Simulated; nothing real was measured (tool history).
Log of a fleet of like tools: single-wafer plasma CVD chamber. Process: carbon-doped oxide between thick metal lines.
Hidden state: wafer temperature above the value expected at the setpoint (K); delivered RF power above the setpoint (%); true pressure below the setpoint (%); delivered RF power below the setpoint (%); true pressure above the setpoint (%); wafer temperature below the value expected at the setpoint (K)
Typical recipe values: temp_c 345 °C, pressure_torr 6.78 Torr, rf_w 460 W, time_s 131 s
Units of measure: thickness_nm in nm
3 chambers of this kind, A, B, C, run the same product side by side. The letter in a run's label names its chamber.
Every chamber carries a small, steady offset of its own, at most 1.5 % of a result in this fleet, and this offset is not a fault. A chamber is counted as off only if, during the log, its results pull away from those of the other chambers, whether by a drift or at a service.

run,hour,temp_c,pressure_torr,rf_w,time_s,hours since the last thermocouple change,hours since the last RF generator calibration,hours since the last manometer calibration,"read-back reference wafer on the same gauge, thickness_nm",thickness_nm
1C,6,345,6.78,460,131,361.3,55.4,1521.3,733.19,650.6
2A,13.6,345,6.78,460,131,585.9,774.6,1749.3,733.74,669.5
3B,22.3,345,6.78,460,131,1360,549.1,48.7,732.94,659.06
4C,27.4,345,6.78,460,131,382.7,76.8,1542.7,734.76,657.9
5B,32.1,345,7.88,460,131,1369.8,558.9,58.5,733.12,665.1
6A,40,345,7.88,460,131,612.3,801,1775.7,732.97,673.94
7C,45.4,345,7.88,460,131,400.7,94.8,1560.7,732.91,661.76
8B,49.6,345,6.78,460,131,1387.3,576.4,76,732.83,665.74
9A,56.2,345,6.78,460,131,628.5,817.2,1791.9,732.88,665.32
10B,63.6,345,6.78,460,131,1401.3,590.4,90,732.05,654.8
11C,67.7,345,6.78,460,131,423,117.1,1583,733.73,660.18
12A,75.8,350,8.1,460,131,648.1,836.8,1811.5,733.36,662.21
13A,83.3,350,8.1,460,131,655.6,844.3,1819,733.2,672.97
14C,91.6,350,8.1,460,131,446.9,141,1606.9,733.37,652.16
15B,96.4,345,6.78,460,131,1434.1,623.2,122.8,732.69,656.78
16C,104.7,345,6.78,460,131,460,154.1,1620,733.69,654.85
17A,111,345,6.78,460,131,683.3,872,1846.7,734.01,667.13
18B,116.8,345,6.78,460,131,1454.5,643.6,143.2,733.43,646.11
19C,122.1,345,6.78,460,131,477.4,171.5,1637.4,732.55,657.2
20A,130.8,345,6.78,460,131,703.1,891.8,1866.5,733.22,661.79
21B,138.6,345,6.78,460,131,1476.3,665.4,165,732.88,644.49
22A,144.2,345,6.78,460,131,716.5,905.2,1879.9,732.28,660.15
23B,148.9,345,6.78,550,131,1486.6,675.7,175.3,733.73,721.43
24C,157.2,345,6.78,550,131,512.5,206.6,1672.5,733.04,732.77
25C,164.1,345,6.78,550,131,519.4,213.5,1679.4,733.91,735.94
26B,168.2,345,6.78,460,131,1505.9,695,194.6,731.63,644.68
27A,174.4,345,6.78,460,131,746.7,935.4,1910.1,732.03,656.88
28A,178.6,345,6.78,460,131,750.9,939.6,1914.3,732.61,662.56
29C,182.8,345,6.78,460,131,538.1,232.2,1698.1,732,653.8
30B,191.5,345,6.78,460,131,1529.2,718.3,217.9,733.1,640.28
31C,197.7,358,6.78,460,131,553,247.1,1713,733.96,624.91
32A,206.5,358,6.78,460,131,778.8,967.5,1942.2,732.16,636.69
33B,210.9,358,6.78,460,131,1548.6,737.7,237.3,732.69,611.46
34B,216,345,6.78,460,131,1553.7,742.8,242.4,732.37,631.26
35A,221.3,345,6.78,460,131,793.6,982.3,1957,734.08,661.69
36C,226,345,6.78,500,131,581.3,275.4,1741.3,732.4,689.27
37B,234.8,345,6.78,500,131,1572.5,761.6,261.2,734.36,670.78

Which is it: a chamber that has drifted or been left off by a service, a gauge drift common to all chambers, or only each chamber's usual small offset? If a chamber is off, name it and its likeliest cause.

It is chamber B that slowly wanders off from its peers.
Likeliest cause: delivered RF power below the setpoint (%) = 6.59.

Below are 4 candidate recipes for chamber B's next run, each the usual settings with a change, their results shown as question marks. Which of them brings B's results back in line with what the other chambers give on the usual settings?
In line means no further than this from the other chambers' mean on the usual settings: thickness_nm 13 nm
38B-1,241.2,345,6.78,460,130,,,,,?
38B-2,241.2,345,6.78,450,127,,,,,?
38B-3,241.2,345,6.78,460,132,,,,,?
38B-4,241.2,345,6.78,490,131,,,,,?

On the usual settings, the other chambers give on average: thickness_nm 659.29 nm
run,thickness_nm
38B-1,624.61
38B-2,600.56
38B-3,634.18
38B-4,658.59
38B-4 is the one that brings the chamber's results back in line with the other chambers.
